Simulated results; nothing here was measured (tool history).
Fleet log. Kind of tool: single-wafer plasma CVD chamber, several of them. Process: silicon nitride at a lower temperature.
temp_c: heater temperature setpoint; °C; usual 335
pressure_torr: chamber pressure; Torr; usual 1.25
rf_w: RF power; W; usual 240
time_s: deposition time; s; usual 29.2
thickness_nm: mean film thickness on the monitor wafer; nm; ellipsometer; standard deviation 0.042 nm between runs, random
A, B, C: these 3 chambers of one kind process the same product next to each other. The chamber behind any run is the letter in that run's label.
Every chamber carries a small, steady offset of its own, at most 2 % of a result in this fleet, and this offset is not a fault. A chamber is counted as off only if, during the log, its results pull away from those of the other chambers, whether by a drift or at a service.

run   hour  temp_c  pressure_torr  rf_w  time_s  read-back reference wafer on the same gauge, thickness_nm  thickness_nm
 1A    7.3     335           1.25   240    29.2                                                     29.598        27.375
 2C   18.4     335           1.25   240    29.2                                                     29.611        27.160
 3B   25.0     335           1.25   240    29.2                                                     29.615        27.552
 4A   35.5     335           1.25   240    29.2                                                     29.622        27.276
 5C   43.5     335           1.25   240    29.2                                                     29.615        27.131
 6B   49.7     335           1.25   240    29.2                                                     29.626        27.591
 7B   56.3     335           1.25   240    29.2                                                     29.621        27.576
 8A   66.6     335           1.25   240    29.2                                                     29.634        27.343
 9C   76.6     335           1.25   240    29.2                                                     29.632        27.149
10B   86.5     335           1.25   240    29.2                                                     29.658        27.595
11C   97.2     335           1.25   240    29.2                                                     29.657        27.144
12A  106.4     335           1.25   240    29.2                                                     29.660        27.414
13A  115.9     335           1.25   195    29.2                                                     29.656        23.440
14B  124.3     335           1.25   195    29.2                                                     29.663        23.627
15C  130.2     335           1.25   195    29.2                                                     29.682        23.451
16C  135.7     335           1.25   240    29.2                                                     29.681        27.159
17B  145.6     344           1.25   240    29.2                                                     29.684        27.460
18A  154.3     344           1.25   240    29.2                                                     29.683        27.273
19A  163.8     344           1.25   240    29.2                                                     29.677        27.263
20C  171.0     335           1.25   240    29.2                                                     29.694        27.248
21B  176.1     335           1.25   240    29.2                                                     29.711        27.639
     183.9  -- chamber A: RF generator calibrated
22B  186.4     335           1.25   240    29.2                                                     29.697        27.569
23C  197.4     335           1.25   240    29.2                                                     29.705        27.228
24A  205.5     335           1.25   240    29.2                                                     29.713        27.416
25A  212.6     335           1.25   240    29.2                                                     29.711        27.463
     215.0  -- chamber B: RF generator calibrated
26C  221.4     335           1.25   240    29.2                                                     29.705        27.139
27B  231.8     335           1.25   240    29.2                                                     29.737        27.619
28B  242.9     335           1.25   240    29.2                                                     29.737        27.640
29C  251.9     335           1.25   240    29.2                                                     29.741        27.175
30A  261.5     335           1.25   240    29.2                                                     29.749        27.400
31B  270.5     335           1.25   240    29.2                                                     29.744        27.687
32A  280.4     335           1.25   240    29.2                                                     29.753        27.479
33C  286.8     335           1.25   240    29.2                                                     29.760        27.205
34A  297.2     335           1.25   240    29.2                                                     29.756        27.516
35C  306.8     335           1.25   215    25.0                                                     29.779        21.588
36B  313.3     335           1.25   215    25.0                                                     29.772        21.838
37A  321.8     335           1.25   215    25.0                                                     29.783        21.676
38B  329.3     335           1.25   270    29.2                                                     29.780        30.154
39C  334.7     335           1.25   270    29.2                                                     29.777        29.593

All chambers now run identical settings, listed one chamber a line with results as question marks. What results will each chamber show?
40A  342.7     335           1.25   240    29.2                                                                        ?
40B  342.7     335           1.25   240    29.2                                                                        ?
40C  342.7     335           1.25   240    29.2                                                                        ?

run  thickness_nm
40A        27.522
40B        27.691
40C        27.312
